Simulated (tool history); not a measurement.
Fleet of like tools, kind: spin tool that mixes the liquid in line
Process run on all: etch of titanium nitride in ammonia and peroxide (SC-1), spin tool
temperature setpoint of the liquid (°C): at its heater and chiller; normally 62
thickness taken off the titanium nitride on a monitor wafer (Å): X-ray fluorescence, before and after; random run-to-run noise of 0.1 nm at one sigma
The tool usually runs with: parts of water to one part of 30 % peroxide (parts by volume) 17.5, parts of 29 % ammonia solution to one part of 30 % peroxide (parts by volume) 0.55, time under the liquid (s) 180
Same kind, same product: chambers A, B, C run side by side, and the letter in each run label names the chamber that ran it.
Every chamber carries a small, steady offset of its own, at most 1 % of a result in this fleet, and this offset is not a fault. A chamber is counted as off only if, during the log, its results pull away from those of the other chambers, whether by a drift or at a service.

run	hour	temperature setpoint of the liquid (°C)	parts of water to one part of 30 % peroxide (parts by volume)	parts of 29 % ammonia solution to one part of 30 % peroxide (parts by volume)	time under the liquid (s)	read-back film thickness of the titanium nitride reference wafer, read on the same gauge (nm)	thickness taken off the titanium nitride on a monitor wafer (Å)
1C	3.8	62	17.5	0.55	180	119.99	219.53
2B	6.5	62	17.5	0.55	180	120.02	219.96
3A	11.6	62	17.5	0.55	180	120.00	218.57
4C	16.6	62	17.5	0.55	180	120.00	219.90
5A	20.5	62	17.5	0.55	180	120.00	219.88
# hour 23.2: chamber C: heated supply line repaired
# hour 23.7: chamber B: heated supply line repaired
6B	23.9	62	17.5	0.55	180	120.00	220.70
7B	27.6	62	9.5	0.45	180	119.99	296.21
8C	33.2	62	9.5	0.45	180	120.00	289.22
9A	37.1	62	9.5	0.45	180	119.98	295.50
10B	40.8	62	17.5	0.55	180	120.01	217.84
# hour 44.8: chamber A: thermometer replaced
11A	46.6	62	17.5	0.55	280	120.00	340.07
12C	50.7	62	17.5	0.55	280	120.01	339.45
13A	55.5	62	17.5	0.55	280	120.00	339.66
14C	59.5	62	17.5	0.55	230	119.98	282.84
15B	63.5	62	17.5	0.55	230	120.00	283.39
16A	66.3	62	17.5	0.55	230	120.01	279.10
17B	71.9	62	17.5	0.55	180	119.99	219.70
18C	75.5	62	17.5	0.55	180	120.01	220.24
19A	78.6	62	17.5	0.55	180	119.99	219.04
20B	83.9	62	17.5	0.55	180	120.01	220.65
21C	87.0	62	17.5	0.55	180	119.99	219.84
22A	90.6	62	17.5	0.55	180	120.01	218.77
23B	93.9	62	17.5	0.55	180	120.02	221.73
24C	96.6	62	17.5	0.70	180	120.01	230.73
25B	102.2	62	17.5	0.70	180	120.00	229.33
26C	105.1	62	17.5	0.70	180	120.00	232.30
27A	108.7	62	17.5	0.55	180	120.04	218.03
28A	111.6	62	17.5	0.55	180	119.99	219.19
29C	115.2	62	17.5	0.55	180	120.02	222.36
30B	119.5	62	17.5	0.55	180	120.00	220.16
31A	123.6	62	17.5	0.55	180	120.00	218.98
32B	126.3	62	17.5	0.75	130	119.99	167.26
33C	129.5	62	17.5	0.75	130	120.01	170.80
34B	135.2	62	17.5	0.75	130	119.99	169.36
# hour 138.1: chamber A: ammonia flow meter replaced
35C	140.4	62	17.5	0.55	180	120.01	224.94
36A	143.8	62	17.5	0.55	180	120.00	218.19
37A	149.0	62	17.5	0.55	180	119.98	219.01
38C	153.1	62	17.5	0.55	180	120.01	225.68
39B	158.1	62	17.5	0.55	180	120.00	220.17

All 3 chambers run these settings next. Forecast each chamber's results:
40A	162.4	70	17.5	0.55	180		?
40B	162.4	70	17.5	0.55	180		?
40C	162.4	70	17.5	0.55	180		?

run	thickness taken off the titanium nitride on a monitor wafer (Å)
40A	360.81
40B	364.71
40C	372.17

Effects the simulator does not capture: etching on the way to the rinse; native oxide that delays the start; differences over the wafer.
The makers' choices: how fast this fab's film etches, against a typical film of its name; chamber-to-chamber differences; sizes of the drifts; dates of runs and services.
